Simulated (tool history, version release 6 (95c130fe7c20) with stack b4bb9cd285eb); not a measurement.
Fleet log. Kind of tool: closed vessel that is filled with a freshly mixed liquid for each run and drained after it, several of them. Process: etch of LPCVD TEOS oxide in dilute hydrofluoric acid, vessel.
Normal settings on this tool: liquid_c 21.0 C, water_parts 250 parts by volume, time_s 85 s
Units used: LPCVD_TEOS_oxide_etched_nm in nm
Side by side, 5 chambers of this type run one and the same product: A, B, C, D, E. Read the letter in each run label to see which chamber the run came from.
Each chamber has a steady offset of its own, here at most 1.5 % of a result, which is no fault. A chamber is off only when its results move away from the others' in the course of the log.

| run | hour | liquid_c | water_parts | time_s | hours since the thermometer was replaced | hours since the hydrofluoric acid flow meter was replaced | read-back film thickness of the LPCVD TEOS oxide reference wafer, read on the same gauge (nm) | LPCVD_TEOS_oxide_etched_nm |
|---|---|---|---|---|---|---|---|---|
| 1C | 3.4 | 21.0 | 250 | 85 | 1843.5 | 498.1 | 140.00 | 6.3378 |
| 2A | 5.6 | 21.0 | 250 | 85 | 1246.5 | 606.6 | 140.00 | 6.2522 |
| 3B | 10.1 | 21.0 | 250 | 85 | 208.2 | 83.4 | 140.01 | 6.3052 |
| 4E | 14.1 | 21.0 | 250 | 85 | 211.0 | 255.8 | 139.99 | 6.3189 |
| 5D | 17.1 | 21.0 | 250 | 120 | 1682.4 | 187.4 | 140.01 | 8.8839 |
| 6C | 20.0 | 21.0 | 250 | 120 | 1860.1 | 514.7 | 139.99 | 8.9921 |
| 7E | 23.5 | 21.0 | 250 | 120 | 220.4 | 265.2 | 140.02 | 9.0021 |
| 8A | 26.4 | 21.0 | 250 | 120 | 1267.3 | 627.4 | 140.01 | 8.6053 |
| 9D | 29.2 | 21.0 | 250 | 120 | 1694.5 | 199.5 | 139.97 | 9.1668 |
| 10B | 31.8 | 21.0 | 250 | 85 | 229.9 | 105.1 | 139.97 | 6.3092 |
| 11B | 34.3 | 21.0 | 330 | 50 | 232.4 | 107.6 | 139.99 | 2.6183 |
| 12A | 36.8 | 21.0 | 330 | 50 | 1277.7 | 637.8 | 139.98 | 2.6368 |
| 13C | 39.4 | 21.0 | 330 | 50 | 1879.5 | 534.1 | 140.02 | 2.6759 |
| 14D | 43.1 | 21.0 | 330 | 50 | 1708.4 | 213.4 | 139.97 | 2.5949 |
| 15E | 45.7 | 21.0 | 330 | 50 | 242.6 | 287.4 | 140.00 | 2.6355 |
|  | 48.2 | chamber C: thermometer replaced |
| 16E | 48.7 | 21.0 | 250 | 85 | 245.6 | 290.4 | 139.99 | 6.2873 |
| 17C | 50.8 | 21.0 | 250 | 85 | 2.7 | 545.5 | 139.99 | 6.4238 |
| 18A | 54.4 | 21.0 | 250 | 85 | 1295.3 | 655.4 | 140.02 | 6.4054 |
| 19D | 56.6 | 21.0 | 250 | 85 | 1721.9 | 226.9 | 139.99 | 6.5028 |
| 20B | 60.3 | 21.0 | 250 | 85 | 258.4 | 133.6 | 139.99 | 6.2207 |
| 21C | 63.6 | 21.0 | 250 | 85 | 15.5 | 558.3 | 139.95 | 6.4290 |
| 22E | 66.5 | 21.0 | 190 | 100 | 263.4 | 308.2 | 140.00 | 10.4100 |
| 23A | 69.1 | 21.0 | 190 | 100 | 1310.0 | 670.1 | 139.97 | 10.5000 |
| 24B | 71.6 | 21.0 | 190 | 100 | 269.7 | 144.9 | 139.99 | 10.5540 |
| 25D | 74.1 | 21.0 | 190 | 100 | 1739.4 | 244.4 | 140.00 | 10.3320 |
| 26C | 76.3 | 21.0 | 190 | 100 | 28.2 | 571.0 | 140.00 | 10.5040 |
| 27D | 80.4 | 24.0 | 210 | 85 | 1745.7 | 250.7 | 139.99 | 8.7614 |
| 28E | 83.8 | 24.0 | 210 | 85 | 280.7 | 325.5 | 139.99 | 8.8871 |
| 29A | 88.1 | 24.0 | 210 | 85 | 1329.0 | 689.1 | 140.00 | 9.0022 |
| 30B | 91.1 | 24.0 | 210 | 85 | 289.2 | 164.4 | 140.02 | 8.6286 |
| 31C | 94.5 | 24.0 | 210 | 85 | 46.4 | 589.2 | 140.02 | 8.7678 |
| 32A | 96.9 | 21.0 | 250 | 85 | 1337.8 | 697.9 | 139.98 | 6.6307 |
| 33B | 100.4 | 21.0 | 250 | 85 | 298.5 | 173.7 | 140.01 | 6.3862 |
| 34D | 104.8 | 21.0 | 250 | 60 | 1770.1 | 275.1 | 139.98 | 4.5621 |
| 35E | 109.3 | 21.0 | 250 | 60 | 306.2 | 351.0 | 140.00 | 4.5252 |
| 36D | 113.3 | 21.0 | 250 | 60 | 1778.6 | 283.6 | 140.02 | 4.5355 |
| 37B | 115.4 | 21.0 | 250 | 60 | 313.5 | 188.7 | 140.00 | 4.5114 |
| 38E | 118.8 | 21.0 | 250 | 60 | 315.7 | 360.5 | 139.97 | 4.4605 |
|  | 120.9 | chamber A: hydrofluoric acid flow meter replaced |
| 39C | 121.0 | 21.0 | 250 | 85 | 72.9 | 615.7 | 140.03 | 6.4172 |
| 40A | 123.5 | 21.0 | 250 | 85 | 1364.4 | 2.6 | 140.01 | 6.7421 |
| 41A | 125.7 | 19.5 | 250 | 85 | 1366.6 | 4.8 | 139.98 | 6.2789 |

Decide between three cases: one chamber stands off from its peers, the gauge reading all wafers drifts, or nothing is wrong past each chamber's small offset. Where a chamber is off, say which and what most likely put it there.

One chamber, A, drifts off from the rest bit by bit.
Cause: liquid hotter than its thermometer reads (K) = 2.

Chamber A could run next with any of the 4 candidate recipes listed below; each alters the usual settings, and their results appear as question marks. Which one brings its results back in line with what the other chambers deliver on the usual settings?
In-line tolerance around the mean of the other chambers on the usual settings: LPCVD_TEOS_oxide_etched_nm 0.2100 nm
| 42A-1 | 128.9 | 21.5 | 250 | 95 |  |  |  | ? |
| 42A-2 | 128.9 | 21.0 | 250 | 90 |  |  |  | ? |
| 42A-3 | 128.9 | 17.5 | 250 | 85 |  |  |  | ? |
| 42A-4 | 128.9 | 21.0 | 265 | 85 |  |  |  | ? |

The mean the other chambers reach with the usual settings: LPCVD_TEOS_oxide_etched_nm 6.3738 nm
| run | LPCVD_TEOS_oxide_etched_nm |
|---|---|
| 42A-1 | 7.6699 |
| 42A-2 | 7.1362 |
| 42A-3 | 5.9260 |
| 42A-4 | 6.2711 |
The answer is 42A-4, which returns the chamber to within the allowed miss of the others.

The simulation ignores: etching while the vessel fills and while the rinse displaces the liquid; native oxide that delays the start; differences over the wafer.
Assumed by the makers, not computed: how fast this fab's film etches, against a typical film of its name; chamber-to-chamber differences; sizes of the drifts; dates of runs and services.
